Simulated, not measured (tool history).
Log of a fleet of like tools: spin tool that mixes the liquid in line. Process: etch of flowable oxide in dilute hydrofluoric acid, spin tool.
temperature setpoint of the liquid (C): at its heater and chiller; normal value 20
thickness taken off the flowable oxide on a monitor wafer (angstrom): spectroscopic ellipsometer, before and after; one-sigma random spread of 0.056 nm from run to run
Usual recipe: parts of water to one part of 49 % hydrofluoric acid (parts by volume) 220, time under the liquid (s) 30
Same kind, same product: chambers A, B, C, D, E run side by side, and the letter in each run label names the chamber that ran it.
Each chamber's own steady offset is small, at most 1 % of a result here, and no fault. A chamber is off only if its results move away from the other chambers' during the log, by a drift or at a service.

run,hour,temperature setpoint of the liquid (C),parts of water to one part of 49 % hydrofluoric acid (parts by volume),time under the liquid (s),hours since the thermometer was replaced,hours since the hydrofluoric acid flow meter was replaced,"read-back film thickness of the flowable oxide reference wafer, read on the same gauge (nm)",thickness taken off the flowable oxide on a monitor wafer (angstrom)
# hour 8.8: chamber E: hydrofluoric acid flow meter replaced
1B,9.2,20,220,30,602.4,96.9,150.03,66.226
2E,18.7,20,220,30,230.4,10,150.02,66.523
3C,26.3,20,220,30,216.3,1189.7,150.01,67.099
4A,36.5,20,220,30,1139.2,234.1,150.03,65.877
5D,48.6,20,220,30,602.7,632.4,149.98,66.898
6B,62.8,20,220,30,656,150.5,150.02,65.733
7A,69.6,20,220,30,1172.3,267.2,149.99,65.584
8E,83.7,20,220,30,295.4,75,150.02,65.864
9D,92.8,24.5,220,45,646.9,676.6,150.03,117.39
10C,100,24.5,220,45,290,1263.4,149.96,119.21
11C,109.4,24.5,220,45,299.4,1272.8,149.98,117.84
12E,117.9,24.5,220,45,329.6,109.2,149.99,116.35
13B,131.1,24.5,220,45,724.3,218.8,150,117
14D,138.6,20,180,40,692.7,722.4,150.02,114.15
# hour 147.5: chamber A: thermometer replaced
15A,151.5,20,180,40,4,349.1,149.98,111.53
16E,160.6,20,180,40,372.3,151.9,150.01,109.8
# hour 165.8: chamber B: thermometer replaced
17D,172.5,20,180,40,726.6,756.3,150.02,113.98
18B,182.9,20,180,40,17.1,270.6,150.02,111.04
19A,191.5,20,220,30,44,389.1,149.99,65.365
20C,205.6,20,220,30,395.6,1369,150.01,66.393
21E,212.8,20,220,30,424.5,204.1,150,65.29
22A,222.4,20,220,30,74.9,420,149.99,66
23D,229,20,220,30,783.1,812.8,150.01,68.466
24B,238.9,20,220,30,73.1,326.6,150.01,66.688
25C,245.9,20,220,30,435.9,1409.3,149.99,66.652
26A,252.6,20,220,30,105.1,450.2,150,65.904
27B,265.8,20,220,30,100,353.5,149.97,65.932
28D,280.8,20,220,30,834.9,864.6,149.98,69.339
29E,294.3,20,220,30,506,285.6,150,66.665
30C,301,20,220,30,491,1464.4,150,67.267
31D,311.6,20,220,20,865.7,895.4,149.98,47.351
32E,318.2,20,220,20,529.9,309.5,149.98,44.185
33B,332.4,20,220,20,166.6,420.1,150.02,43.896
34A,341.1,20,220,20,193.6,538.7,149.95,43.622
35C,356.1,20,220,20,546.1,1519.5,150.03,44.439
36D,364.4,20,220,30,918.5,948.2,150,72.27
37A,376.6,20,220,30,229.1,574.2,149.99,64.787
38B,391.1,20,220,30,225.3,478.8,150,65.193
39C,402.7,20,220,20,592.7,1566.1,150.03,44.587

For the next run the whole fleet of 5 chambers uses the same settings. Give each chamber's results:
40A,413.4,20,220,30,,,,?
40B,413.4,20,220,30,,,,?
40C,413.4,20,220,30,,,,?
40D,413.4,20,220,30,,,,?
40E,413.4,20,220,30,,,,?

run,thickness taken off the flowable oxide on a monitor wafer (angstrom)
40A,66.079
40B,66.105
40C,65.166
40D,73.405
40E,65.105
